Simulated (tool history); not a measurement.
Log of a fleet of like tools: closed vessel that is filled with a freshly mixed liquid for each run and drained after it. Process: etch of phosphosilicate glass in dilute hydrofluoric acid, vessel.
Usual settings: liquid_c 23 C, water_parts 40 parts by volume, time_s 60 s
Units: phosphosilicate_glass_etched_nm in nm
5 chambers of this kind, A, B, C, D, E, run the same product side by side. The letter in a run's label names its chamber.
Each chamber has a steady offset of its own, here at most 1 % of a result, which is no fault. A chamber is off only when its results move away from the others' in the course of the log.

run   hour  liquid_c  water_parts  time_s  read-back film thickness of the phosphosilicate glass reference wafer, read on the same gauge (nm)  phosphosilicate_glass_etched_nm
 1E    4.2        23           40      60                                                                                              129.99                           199.56
 2B    9.4        23           40      60                                                                                              129.99                           191.53
 3A   14.4        23           40      60                                                                                              129.99                           198.46
 4D     18        23           40      60                                                                                                 130                           196.52
 5C   22.8        23           40      60                                                                                              130.02                            195.9
 6C   25.7        23           40      60                                                                                                 130                           199.02
 7B     28        23           40      60                                                                                              130.02                           195.72
 8D   30.9      24.5           55      60                                                                                              130.02                           149.11
 9A   36.1      24.5           55      60                                                                                              129.99                           150.59
10E   39.9      24.5           55      60                                                                                              130.01                           151.37
11A   42.6      24.5           55      60                                                                                                 130                           150.29
12B   46.8      24.5           55      60                                                                                                 130                            149.2
13E   49.8        23           40      80                                                                                              130.03                           265.61
14C   54.4        23           40      80                                                                                              129.99                           254.01
15D     59        23           40      80                                                                                                 130                           261.86
16B   63.9        23           40      80                                                                                              129.98                           261.65
17E   68.7        23           40      80                                                                                              130.01                           262.91
18D   73.6        23           40      60                                                                                                 130                           197.06
19A   77.6        23           40      60                                                                                              129.97                           199.23
20C   82.2        23           40      60                                                                                              130.06                           188.64
21A   87.5        23           25      60                                                                                              130.01                           327.64
22B     91        23           25      60                                                                                              129.98                           322.84
23E   93.9        23           25      60                                                                                                 130                           325.14
24D   99.1        23           25      60                                                                                                 130                           330.08
25C  103.4        23           25      60                                                                                              130.04                           296.92
26A  108.6        23           40      60                                                                                              130.01                           197.11
27E  112.1        23           25      60                                                                                              130.04                           328.42
28B  115.1        23           25      60                                                                                              129.98                           318.62
29C  118.4        23           25      60                                                                                              129.99                           289.12
30D    123        23           25      60                                                                                              129.97                           322.97
31E  125.5        23           25      60                                                                                              130.01                           326.34
32D  128.4        23           40      60                                                                                              130.04                           197.74

Is one chamber off against the others, does the gauge drift, or is nothing wrong? If a chamber is off, say which, and what the likeliest cause is.

Chamber C drifts away from the others.
Cause: liquid colder than its thermometer reads (K) = 2.35.
The log may not tell that from: hydrofluoric acid flow below the setpoint (%).

Here are 4 candidates for chamber C's next run, each the usual settings with a change, their results left as question marks. Which one brings its results back in line with what the others give on the usual settings?
In line means no further than this from the other chambers' mean on the usual settings: phosphosilicate_glass_etched_nm 5.6 nm
33C-1  132.2      25.5           40      60                                                                                                                                    ?
33C-2  132.2        24           40      60                                                                                                                                    ?
33C-3  132.2        22           40      60                                                                                                                                    ?
33C-4  132.2      20.5           40      60                                                                                                                                    ?

The other chambers' mean on the usual settings: phosphosilicate_glass_etched_nm 197.47 nm
  run  phosphosilicate_glass_etched_nm
33C-1                            198.4
33C-2                           186.44
33C-3                           171.45
33C-4                           160.91
33C-1 brings the chamber back in line.
